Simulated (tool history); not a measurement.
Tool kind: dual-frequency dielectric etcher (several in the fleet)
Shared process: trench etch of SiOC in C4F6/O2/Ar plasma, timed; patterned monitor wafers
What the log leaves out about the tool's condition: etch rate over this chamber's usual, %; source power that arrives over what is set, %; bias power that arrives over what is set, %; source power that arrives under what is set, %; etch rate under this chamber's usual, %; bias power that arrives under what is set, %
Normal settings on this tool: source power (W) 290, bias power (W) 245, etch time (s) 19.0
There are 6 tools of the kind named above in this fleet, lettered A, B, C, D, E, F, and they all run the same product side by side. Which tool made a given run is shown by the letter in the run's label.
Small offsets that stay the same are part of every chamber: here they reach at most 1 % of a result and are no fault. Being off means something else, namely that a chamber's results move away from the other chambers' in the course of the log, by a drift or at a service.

run,hour,source power (W),bias power (W),etch time (s),hours since the last wet clean,hours since the last source power generator calibration,hours since the last bias power generator calibration,"read-back reference wafer on the same gauge, depth_nm",mean etch depth across the wafer (Å)
1B,15.4,290,245,19.0,155.5,2312.8,231.7,37.365,387.33
2F,28.5,290,245,19.0,221.2,2393.5,3197.9,37.427,387.33
3D,43.7,290,245,19.0,189.7,1704.4,1014.9,37.369,384.12
4A,55.4,290,245,19.0,156.9,1800.7,1899.8,37.395,389.94
5C,67.5,290,245,19.0,322.4,995.8,2666.4,37.389,386.06
6E,79.0,290,245,19.0,161.8,3767.8,630.9,37.349,387.23
# hour 84.3: chamber A: bias power generator calibrated
7E,91.0,290,245,19.0,173.8,3779.8,642.9,37.417,386.15
8C,103.0,290,245,19.0,357.9,1031.3,2701.9,37.409,386.57
9A,118.5,290,245,24.0,220.0,1863.8,34.2,37.417,490.49
10D,127.5,290,245,24.0,273.5,1788.2,1098.7,37.417,486.13
11B,142.1,290,245,24.0,282.2,2439.5,358.4,37.389,489.43
12F,155.6,290,245,24.0,348.3,2520.6,3325.0,37.412,486.58
13D,169.6,290,245,24.0,315.6,1830.3,1140.8,37.377,489.51
14B,181.9,290,245,24.0,322.0,2479.3,398.2,37.429,488.63
# hour 186.8: chamber F: bias power generator calibrated
# hour 188.8: chamber B: source power generator calibrated
15F,190.2,290,245,19.0,382.9,2555.2,3.5,37.414,386.63
16C,197.6,330,245,15.5,452.5,1125.9,2796.5,37.425,327.44
17A,204.7,330,245,15.5,306.2,1950.0,120.4,37.422,332.79
18E,219.4,330,245,15.5,302.2,3908.2,771.3,37.374,329.19
# hour 225.8: chamber D: wet clean of the chamber
# hour 233.2: chamber B: wet clean of the chamber
19D,234.2,330,245,15.5,8.5,1894.9,1205.4,37.436,330.57
20F,247.3,330,245,15.5,440.0,2612.3,60.6,37.409,333.60
21C,255.7,330,245,15.5,510.6,1184.0,2854.6,37.401,327.51
22A,266.9,290,245,23.0,368.4,2012.2,182.6,37.405,473.28
23E,275.1,290,245,23.0,357.9,3963.9,827.0,37.379,468.61
24B,290.3,290,245,23.0,57.2,101.5,506.6,37.405,469.17
25F,301.5,290,245,23.0,494.2,2666.5,114.8,37.399,467.33
26D,308.9,290,245,23.0,83.2,1969.6,1280.1,37.373,465.88
# hour 312.3: chamber F: wet clean of the chamber
27A,319.3,290,245,23.0,420.8,2064.6,235.0,37.416,470.25
28E,332.3,290,245,15.5,415.1,4021.1,884.2,37.379,314.32
# hour 333.8: chamber C: bias power generator calibrated
29B,345.4,290,245,15.5,112.3,156.6,561.7,37.423,318.14
30C,358.0,290,245,15.5,612.9,1286.3,24.3,37.402,307.87
31C,369.6,290,245,15.5,624.5,1297.9,35.9,37.382,308.26
# hour 377.8: chamber A: wet clean of the chamber
32D,381.2,290,245,15.5,155.5,2041.9,1352.4,37.403,313.06
33B,394.3,290,245,15.5,161.2,205.5,610.6,37.408,315.96
34F,403.5,290,245,19.0,91.2,2768.5,216.8,37.389,388.00
35E,413.3,270,245,19.0,496.1,4102.1,965.2,37.397,374.30
36A,420.5,270,245,19.0,42.8,2165.8,336.2,37.399,377.43
37F,432.3,270,245,19.0,120.0,2797.3,245.6,37.400,377.35
38E,444.8,270,245,19.0,527.6,4133.6,996.7,37.423,376.32
39A,456.9,270,245,19.0,79.2,2202.2,372.6,37.423,380.10
40C,465.3,270,245,19.0,720.2,1393.6,131.6,37.422,363.74
41B,476.1,290,245,19.0,243.0,287.3,692.4,37.386,388.92

Has any chamber moved away from the others, gradually or after a service, or does the common gauge drift, or do the chambers differ only by their own small steady offsets? State the chamber and the most likely cause if one applies.

It is chamber C that slowly wanders off from its peers.
Cause: etch rate under this chamber's usual, % = 2.88.

Here are 4 candidates for chamber C's next run, each the usual settings with a change, their results left as question marks. Which one brings its results back in line with what the others give on the usual settings?
A result is in line if it is within this distance of the other chambers' mean on the usual settings: mean etch depth across the wafer (Å) 4.60
42C-1,487.2,290,220,19.0,,,,,?
42C-2,487.2,320,245,19.0,,,,,?
42C-3,487.2,300,245,19.0,,,,,?
42C-4,487.2,280,245,19.0,,,,,?

Mean of the other chambers on the usual settings: mean etch depth across the wafer (Å) 387.50
run,mean etch depth across the wafer (Å)
42C-1,359.96
42C-2,387.67
42C-3,378.22
42C-4,368.38
With 42C-2, the chamber falls back in line with the rest.
